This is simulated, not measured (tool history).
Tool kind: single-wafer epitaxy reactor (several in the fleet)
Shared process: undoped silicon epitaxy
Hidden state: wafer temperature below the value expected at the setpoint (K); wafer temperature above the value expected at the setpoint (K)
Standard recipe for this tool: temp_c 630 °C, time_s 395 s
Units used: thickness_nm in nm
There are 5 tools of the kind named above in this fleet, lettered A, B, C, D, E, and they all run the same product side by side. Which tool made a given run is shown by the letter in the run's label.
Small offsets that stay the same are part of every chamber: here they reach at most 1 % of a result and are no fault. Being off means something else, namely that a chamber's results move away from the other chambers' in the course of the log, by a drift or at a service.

| run | hour | temp_c | time_s | hours since the last pyrometer calibration | read-back reference wafer on the same gauge, thickness_nm | thickness_nm |
|---|---|---|---|---|---|---|
| 1C | 4.3 | 630 | 395 | 861.4 | 41.5 | 42.528 |
| 2D | 8.4 | 630 | 395 | 92.3 | 41.487 | 42.596 |
| 3A | 10.6 | 630 | 395 | 919.4 | 41.503 | 42.851 |
| 4B | 12.7 | 630 | 395 | 2439.5 | 41.492 | 42.539 |
| 5E | 15.5 | 630 | 395 | 1254.8 | 41.497 | 42.243 |
| 6D | 17.4 | 630 | 395 | 101.3 | 41.512 | 42.384 |
| 7E | 20.8 | 630 | 395 | 1260.1 | 41.512 | 42.21 |
| 8A | 23.2 | 622 | 344 | 932 | 41.468 | 30.926 |
| 9C | 27.3 | 622 | 344 | 884.4 | 41.496 | 30.772 |
| 10B | 29.1 | 622 | 344 | 2455.9 | 41.486 | 30.98 |
| 11E | 32.4 | 622 | 344 | 1271.7 | 41.506 | 30.703 |
| 12B | 34.3 | 622 | 344 | 2461.1 | 41.481 | 30.952 |
| 13D | 37.8 | 630 | 395 | 121.7 | 41.49 | 42.62 |
| 14A | 41.2 | 630 | 465 | 950 | 41.499 | 50.417 |
| 15C | 44.9 | 630 | 465 | 902 | 41.499 | 50.108 |
| 16D | 48.7 | 630 | 465 | 132.6 | 41.476 | 50.289 |
| 17E | 50.8 | 630 | 465 | 1290.1 | 41.488 | 49.845 |
| 18C | 53.8 | 630 | 465 | 910.9 | 41.494 | 49.898 |
| 19B | 57 | 630 | 395 | 2483.8 | 41.522 | 42.926 |
| 20A | 59.9 | 630 | 395 | 968.7 | 41.518 | 42.875 |
| 21B | 63.2 | 630 | 395 | 2490 | 41.511 | 42.842 |
|  | 64.7 | chamber B: pyrometer calibrated |
| 22D | 67.4 | 630 | 395 | 151.3 | 41.5 | 42.482 |
| 23A | 70.1 | 630 | 395 | 978.9 | 41.497 | 42.915 |
| 24C | 72.1 | 630 | 395 | 929.2 | 41.496 | 42.594 |
| 25E | 74.4 | 630 | 395 | 1313.7 | 41.5 | 42.27 |
| 26D | 77.5 | 630 | 395 | 161.4 | 41.499 | 42.534 |
| 27E | 80.8 | 630 | 395 | 1320.1 | 41.499 | 42.151 |
| 28C | 83.8 | 620 | 428 | 940.9 | 41.543 | 36.556 |
| 29A | 86.7 | 620 | 428 | 995.5 | 41.524 | 36.478 |
| 30B | 89.1 | 620 | 428 | 24.5 | 41.507 | 36.03 |
| 31A | 93 | 620 | 428 | 1001.8 | 41.497 | 36.814 |
| 32E | 97 | 620 | 428 | 1336.3 | 41.5 | 36.43 |
| 33C | 100.9 | 630 | 395 | 958 | 41.505 | 42.518 |
| 34D | 104.1 | 630 | 395 | 188 | 41.508 | 42.816 |
| 35B | 107.9 | 630 | 395 | 43.3 | 41.499 | 41.577 |
| 36B | 110.8 | 630 | 395 | 46.2 | 41.514 | 41.799 |
| 37A | 114 | 630 | 395 | 1022.8 | 41.499 | 42.918 |

Which is it: a chamber that has drifted or been left off by a service, a gauge drift common to all chambers, or only each chamber's usual small offset? If a chamber is off, name it and its likeliest cause.

After it was serviced, chamber B no longer matches the other chambers.
Most likely cause: wafer temperature below the value expected at the setpoint (K) = 0.984.

Here are 4 candidates for chamber B's next run, each the usual settings with a change, their results left as question marks. Which one brings its results back in line with what the others give on the usual settings?
Allowed miss from the other chambers' usual-settings mean, per result, to count as in line: thickness_nm 0.36 nm
| 38B-1 | 117.1 | 630 | 394 |  |  | ? |
| 38B-2 | 117.1 | 630 | 396 |  |  | ? |
| 38B-3 | 117.1 | 630 | 402 |  |  | ? |
| 38B-4 | 117.1 | 630 | 388 |  |  | ? |

On the usual settings, the other chambers give on average: thickness_nm 42.568 nm
| run | thickness_nm |
|---|---|
| 38B-1 | 41.625 |
| 38B-2 | 41.836 |
| 38B-3 | 42.47 |
| 38B-4 | 40.991 |
The right change is 38B-3: it brings the chamber back within the allowed miss of the others.
